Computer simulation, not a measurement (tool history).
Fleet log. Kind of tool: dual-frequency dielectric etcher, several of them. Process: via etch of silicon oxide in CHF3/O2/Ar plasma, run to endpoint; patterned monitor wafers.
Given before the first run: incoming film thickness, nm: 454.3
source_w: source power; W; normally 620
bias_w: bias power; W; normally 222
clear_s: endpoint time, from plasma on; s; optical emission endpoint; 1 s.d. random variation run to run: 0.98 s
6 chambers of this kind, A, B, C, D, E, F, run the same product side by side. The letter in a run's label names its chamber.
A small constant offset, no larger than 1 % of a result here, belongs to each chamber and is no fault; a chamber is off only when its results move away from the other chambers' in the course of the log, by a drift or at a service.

run 1F day=0.471 | source_w=620 bias_w=222 | clear_s=210.81
run 2E day=0.804 | source_w=620 bias_w=222 | clear_s=213.74
run 3A day=1.1 | source_w=620 bias_w=222 | clear_s=212.43
run 4B day=1.375 | source_w=620 bias_w=222 | clear_s=209.44
run 5D day=1.633 | source_w=620 bias_w=222 | clear_s=212.35
run 6C day=2.092 | source_w=620 bias_w=174 | clear_s=230.94
run 7E day=2.375 | source_w=620 bias_w=174 | clear_s=232.06
run 8C day=2.696 | source_w=620 bias_w=174 | clear_s=229.83
run 9A day=2.967 | source_w=620 bias_w=174 | clear_s=230.53
run 10F day=3.479 | source_w=620 bias_w=174 | clear_s=231.64
run 11D day=4.042 | source_w=620 bias_w=174 | clear_s=231.78
run 12B day=4.508 | source_w=750 bias_w=175 | clear_s=212.43
run 13C day=4.842 | source_w=750 bias_w=175 | clear_s=213.97
run 14D day=5.092 | source_w=750 bias_w=175 | clear_s=215.11
run 15E day=5.454 | source_w=750 bias_w=175 | clear_s=212.52
run 16B day=5.825 | source_w=750 bias_w=175 | clear_s=211.14
run 17F day=6.179 | source_w=750 bias_w=175 | clear_s=212
run 18A day=6.554 | source_w=620 bias_w=222 | clear_s=211.26
-- day=6.721 chamber F: wet clean of the chamber
run 19A day=6.821 | source_w=520 bias_w=189 | clear_s=238.55
run 20E day=7.371 | source_w=520 bias_w=189 | clear_s=241.01
run 21C day=7.821 | source_w=520 bias_w=189 | clear_s=239.04
run 22B day=8.254 | source_w=520 bias_w=189 | clear_s=237.18
run 23F day=8.692 | source_w=520 bias_w=189 | clear_s=237.92
run 24D day=9.242 | source_w=520 bias_w=189 | clear_s=239.08
run 25C day=9.717 | source_w=620 bias_w=222 | clear_s=212.61
run 26A day=10.029 | source_w=740 bias_w=222 | clear_s=196.33
-- day=10.167 chamber A: wet clean of the chamber
run 27B day=10.425 | source_w=740 bias_w=222 | clear_s=193.96
run 28E day=10.821 | source_w=740 bias_w=222 | clear_s=197.98
run 29F day=11.262 | source_w=740 bias_w=222 | clear_s=197.48
run 30D day=11.646 | source_w=740 bias_w=222 | clear_s=200.09
run 31A day=12.117 | source_w=740 bias_w=222 | clear_s=197.56
run 32B day=12.554 | source_w=620 bias_w=222 | clear_s=209.52
run 33E day=12.85 | source_w=620 bias_w=222 | clear_s=211.07
run 34D day=13.325 | source_w=620 bias_w=222 | clear_s=212.95
run 35C day=13.838 | source_w=620 bias_w=222 | clear_s=212.22
run 36F day=14.083 | source_w=620 bias_w=222 | clear_s=211.69

Predict what each chamber gives when all 6 of them run the settings below next.
run 37A day=14.492 | source_w=620 bias_w=222 | clear_s=?
run 37B day=14.492 | source_w=620 bias_w=222 | clear_s=?
run 37C day=14.492 | source_w=620 bias_w=222 | clear_s=?
run 37D day=14.492 | source_w=620 bias_w=222 | clear_s=?
run 37E day=14.492 | source_w=620 bias_w=222 | clear_s=?
run 37F day=14.492 | source_w=620 bias_w=222 | clear_s=?

run=37A clear_s=211.3
run=37B clear_s=211.19
run=37C clear_s=211.19
run=37D clear_s=212.32
run=37E clear_s=211.17
run=37F clear_s=211.53
